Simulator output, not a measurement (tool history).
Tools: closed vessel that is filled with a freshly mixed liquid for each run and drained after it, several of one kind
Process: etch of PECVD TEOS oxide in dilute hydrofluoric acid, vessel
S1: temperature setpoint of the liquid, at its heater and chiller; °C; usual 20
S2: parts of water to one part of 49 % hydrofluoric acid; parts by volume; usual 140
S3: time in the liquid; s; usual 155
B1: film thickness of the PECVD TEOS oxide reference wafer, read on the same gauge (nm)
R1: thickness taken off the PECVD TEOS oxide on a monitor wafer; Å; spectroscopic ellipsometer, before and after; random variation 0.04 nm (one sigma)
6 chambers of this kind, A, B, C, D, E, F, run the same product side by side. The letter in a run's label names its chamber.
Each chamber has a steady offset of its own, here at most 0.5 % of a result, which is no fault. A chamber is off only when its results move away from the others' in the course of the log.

run,hour,S1,S2,S3,B1,R1
1E,6.4,20,140,155,129.95,77.392
2B,11.3,20,140,155,129.95,76.808
3F,19.3,20,140,155,129.97,77.129
4D,26.4,20,140,155,130.00,76.900
5A,37.0,20,195,155,130.02,51.961
6C,41.8,20,195,155,130.00,52.532
7C,52.2,20,195,155,130.02,53.093
8A,62.0,20,195,155,130.00,52.363
9D,67.4,20,195,155,129.99,51.940
10B,72.7,20,195,155,130.00,52.951
11E,81.4,20,140,155,130.01,76.317
# hour 87.5: chamber F: thermometer replaced
12F,91.7,20,140,155,129.99,77.083
13B,100.7,20,140,155,130.04,77.533
14F,110.5,20,140,155,129.99,76.634
15D,120.3,20,140,155,130.00,77.999
16A,130.9,20,140,155,129.99,77.741
17C,136.6,20,100,155,130.00,113.780
18E,145.9,20,100,155,130.02,111.100
19C,153.1,20,100,155,129.98,115.610
20D,161.2,20,100,155,130.01,113.310
21F,170.5,20,100,155,130.01,113.380
22A,180.1,20,100,155,129.99,113.820
23B,185.4,20,140,155,129.99,77.418
# hour 189.2: chamber D: thermometer replaced
24E,193.6,20,140,155,129.98,76.770
25E,201.0,17,140,155,130.03,68.457
26B,210.2,17,140,155,129.95,67.804
27A,219.7,17,140,155,129.99,69.128
28F,224.3,17,140,155,129.99,68.445
29D,229.1,17,140,155,130.01,68.624
30C,237.5,17,140,155,130.01,70.516
31B,246.9,20,140,155,130.05,77.691
32D,251.9,20,140,155,129.97,76.839
33A,256.7,20,140,155,130.02,77.901
34E,262.3,20,140,155,129.99,77.538
35F,268.0,20,140,155,130.00,77.209
36C,277.8,20,140,155,130.00,79.830
37A,285.9,20,140,155,129.98,77.192
38D,294.9,20,140,155,129.97,76.760
39E,303.0,20,170,105,129.99,41.898
40C,313.3,20,170,105,130.01,43.309
41F,318.2,20,170,105,130.00,41.503
42B,327.5,20,170,105,130.02,42.013

Is one chamber off against the others, does the gauge drift, or is nothing wrong? If a chamber is off, say which, and what the likeliest cause is.

Chamber C drifts away from the others.
Cause: liquid hotter than its thermometer reads (K) = 0.741.
The log may not tell that from: hydrofluoric acid flow above the setpoint (%).

Here are 4 candidates for chamber C's next run, each the usual settings with a change, their results left as question marks. Which one brings its results back in line with what the others give on the usual settings?
In line means no further than this from the other chambers' mean on the usual settings: R1 1.400 Å
43C-1,335.2,20,140,165,,?
43C-2,335.2,20,145,155,,?
43C-3,335.2,20,145,150,,?
43C-4,335.2,21,140,155,,?

The other chambers' mean on the usual settings: R1 77.234 Å
run,R1
43C-1,84.936
43C-2,76.628
43C-3,74.157
43C-4,82.975
43C-2 brings the chamber back in line.

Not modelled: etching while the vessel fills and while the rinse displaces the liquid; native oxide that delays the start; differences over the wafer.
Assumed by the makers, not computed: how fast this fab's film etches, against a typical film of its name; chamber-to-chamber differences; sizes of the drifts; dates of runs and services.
